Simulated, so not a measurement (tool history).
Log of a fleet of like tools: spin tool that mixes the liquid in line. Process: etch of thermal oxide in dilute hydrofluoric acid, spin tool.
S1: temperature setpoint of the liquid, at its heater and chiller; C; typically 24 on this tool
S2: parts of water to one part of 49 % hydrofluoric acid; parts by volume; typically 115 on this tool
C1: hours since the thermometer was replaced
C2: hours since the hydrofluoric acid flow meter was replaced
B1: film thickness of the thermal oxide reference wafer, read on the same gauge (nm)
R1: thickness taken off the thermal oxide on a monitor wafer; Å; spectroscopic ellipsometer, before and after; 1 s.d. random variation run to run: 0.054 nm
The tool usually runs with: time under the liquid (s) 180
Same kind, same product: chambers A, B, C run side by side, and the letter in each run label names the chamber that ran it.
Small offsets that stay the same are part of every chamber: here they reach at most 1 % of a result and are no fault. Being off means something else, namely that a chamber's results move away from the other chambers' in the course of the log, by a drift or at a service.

Run 1B, day 0.371: usual settings; C1 123.0; C2 432.5; B1 49.969. Result: R1 71.051 Å.
Run 2C, day 0.733: usual settings; C1 1216.8; C2 1412.0; B1 49.997. Result: R1 70.583 Å.
Run 3A, day 1.292: usual settings; C1 2246.1; C2 187.0; B1 49.990. Result: R1 70.356 Å.
Run 4A, day 1.667: usual settings; C1 2255.1; C2 196.0; B1 49.968. Result: R1 71.293 Å.
Run 5B, day 2.288: usual settings; C1 169.0; C2 478.5; B1 50.017. Result: R1 71.942 Å.
Run 6C, day 2.688: usual settings; C1 1263.7; C2 1458.9; B1 50.023. Result: R1 69.659 Å.
Run 7A, day 2.979: usual settings but S2 55 parts by volume, time under the liquid (s) 280; C1 2286.6; C2 227.5; B1 50.025. Result: R1 249.970 Å.
Run 8B, day 3.404: usual settings but S2 55 parts by volume, time under the liquid (s) 280; C1 195.8; C2 505.3; B1 49.995. Result: R1 248.670 Å.
Run 9C, day 3.679: usual settings but S2 55 parts by volume, time under the liquid (s) 280; C1 1287.5; C2 1482.7; B1 49.961. Result: R1 250.250 Å.
At day 3.971: chamber A: thermometer replaced.
Run 10C, day 4.167: usual settings; C1 1299.2; C2 1494.4; B1 49.996. Result: R1 70.205 Å.
Run 11A, day 4.529: usual settings; C1 13.5; C2 264.7; B1 50.024. Result: R1 70.841 Å.
Run 12B, day 4.812: usual settings; C1 229.6; C2 539.1; B1 50.037. Result: R1 70.563 Å.
Run 13C, day 5.383: usual settings but S2 95 parts by volume; C1 1328.4; C2 1523.6; B1 49.994. Result: R1 87.284 Å.
Run 14A, day 5.758: usual settings but S2 95 parts by volume; C1 43.0; C2 294.2; B1 50.006. Result: R1 88.598 Å.
Run 15B, day 6.129: usual settings but S2 95 parts by volume; C1 261.2; C2 570.7; B1 50.008. Result: R1 87.562 Å.
Run 16B, day 6.642: usual settings; C1 273.5; C2 583.0; B1 49.995. Result: R1 69.782 Å.
Run 17C, day 7.267: usual settings; C1 1373.6; C2 1568.8; B1 50.011. Result: R1 71.435 Å.
Run 18A, day 7.650: usual settings; C1 88.4; C2 339.6; B1 49.983. Result: R1 71.744 Å.
Run 19C, day 8.142: usual settings but S1 21 C, S2 80 parts by volume; C1 1394.6; C2 1589.8; B1 50.020. Result: R1 95.393 Å.
Run 20A, day 8.529: usual settings but S1 21 C, S2 80 parts by volume; C1 109.5; C2 360.7; B1 49.996. Result: R1 94.532 Å.
Run 21B, day 9.021: usual settings but S1 21 C, S2 80 parts by volume; C1 330.6; C2 640.1; B1 49.981. Result: R1 91.729 Å.
Run 22A, day 9.383: usual settings; C1 130.0; C2 381.2; B1 50.009. Result: R1 70.929 Å.
Run 23C, day 9.825: usual settings but S2 165 parts by volume, time under the liquid (s) 260; C1 1435.0; C2 1630.2; B1 49.947. Result: R1 66.674 Å.
Run 24B, day 10.325: usual settings but S2 165 parts by volume, time under the liquid (s) 260; C1 361.9; C2 671.4; B1 50.032. Result: R1 64.217 Å.
Run 25C, day 10.762: usual settings but S2 165 parts by volume, time under the liquid (s) 260; C1 1457.5; C2 1652.7; B1 50.028. Result: R1 66.271 Å.
Run 26A, day 11.225: usual settings; C1 174.2; C2 425.4; B1 49.998. Result: R1 70.649 Å.
Run 27B, day 11.512: usual settings; C1 390.4; C2 699.9; B1 49.994. Result: R1 68.302 Å.
Run 28A, day 11.838: usual settings; C1 188.9; C2 440.1; B1 49.978. Result: R1 70.326 Å.
Run 29B, day 12.404: usual settings; C1 411.8; C2 721.3; B1 50.013. Result: R1 67.702 Å.
Run 30C, day 12.833: usual settings; C1 1507.2; C2 1702.4; B1 50.006. Result: R1 69.780 Å.
Run 31B, day 13.396: usual settings but S1 20 C, time under the liquid (s) 145; C1 435.6; C2 745.1; B1 49.993. Result: R1 46.738 Å.
Run 32A, day 13.750: usual settings but S1 20 C, time under the liquid (s) 145; C1 234.8; C2 486.0; B1 49.971. Result: R1 49.058 Å.
Run 33C, day 14.075: usual settings but S1 20 C, time under the liquid (s) 145; C1 1537.0; C2 1732.2; B1 50.034. Result: R1 48.148 Å.
Run 34C, day 14.492: usual settings; C1 1547.0; C2 1742.2; B1 49.971. Result: R1 70.445 Å.
Run 35B, day 14.975: usual settings but S2 65 parts by volume, time under the liquid (s) 85; C1 473.5; C2 783.0; B1 50.009. Result: R1 60.183 Å.
Run 36A, day 15.471: usual settings but S2 65 parts by volume, time under the liquid (s) 85; C1 276.1; C2 527.3; B1 50.000. Result: R1 63.844 Å.
Run 37B, day 15.983: usual settings but S2 65 parts by volume, time under the liquid (s) 85; C1 497.7; C2 807.2; B1 49.976. Result: R1 60.223 Å.
Run 38C, day 16.600: usual settings; C1 1597.6; C2 1792.8; B1 49.994. Result: R1 70.038 Å.
Run 39A, day 17.012: usual settings; C1 313.1; C2 564.3; B1 49.994. Result: R1 70.318 Å.
Run 40A, day 17.350: usual settings; C1 321.2; C2 572.4; B1 49.997. Result: R1 70.534 Å.
Run 41C, day 17.746: usual settings; C1 1625.1; C2 1820.3; B1 50.017. Result: R1 69.996 Å.
Run 42B, day 18.371: usual settings; C1 555.0; C2 864.5; B1 50.001. Result: R1 66.128 Å.
Run 43B, day 18.879: usual settings; C1 567.2; C2 876.7; B1 49.976. Result: R1 66.014 Å.
Run 44A, day 19.450: usual settings but time under the liquid (s) 245; C1 371.6; C2 622.8; B1 50.003. Result: R1 96.356 Å.

Which is it: a chamber that has drifted or been left off by a service, a gauge drift common to all chambers, or only each chamber's usual small offset? If a chamber is off, name it and its likeliest cause.

Chamber B drifts away from the others.
Cause: hydrofluoric acid flow below the setpoint (%) = 7.7.
Not necessarily distinguishable in this log from: liquid colder than its thermometer reads (K).

Which of the 4 candidates below, each the usual settings with something changed and its results left as question marks, puts chamber B back in line with what the other chambers give on the usual settings?
Allowed miss from the other chambers' usual-settings mean, per result, to count as in line: R1 1.900 Å
Run 45B-1, day 19.908: usual settings but S1 22 C. Result: R1 ?.
Run 45B-2, day 19.908: usual settings but time under the liquid (s) 175. Result: R1 ?.
Run 45B-3, day 19.908: usual settings but time under the liquid (s) 185. Result: R1 ?.
Run 45B-4, day 19.908: usual settings but S2 110 parts by volume, time under the liquid (s) 185. Result: R1 ?.

On the usual settings, the other chambers give on average: R1 70.526 Å
  run      R1
45B-1  60.041
45B-2  63.170
45B-3  66.780
45B-4  70.288
45B-4 brings the chamber back in line.

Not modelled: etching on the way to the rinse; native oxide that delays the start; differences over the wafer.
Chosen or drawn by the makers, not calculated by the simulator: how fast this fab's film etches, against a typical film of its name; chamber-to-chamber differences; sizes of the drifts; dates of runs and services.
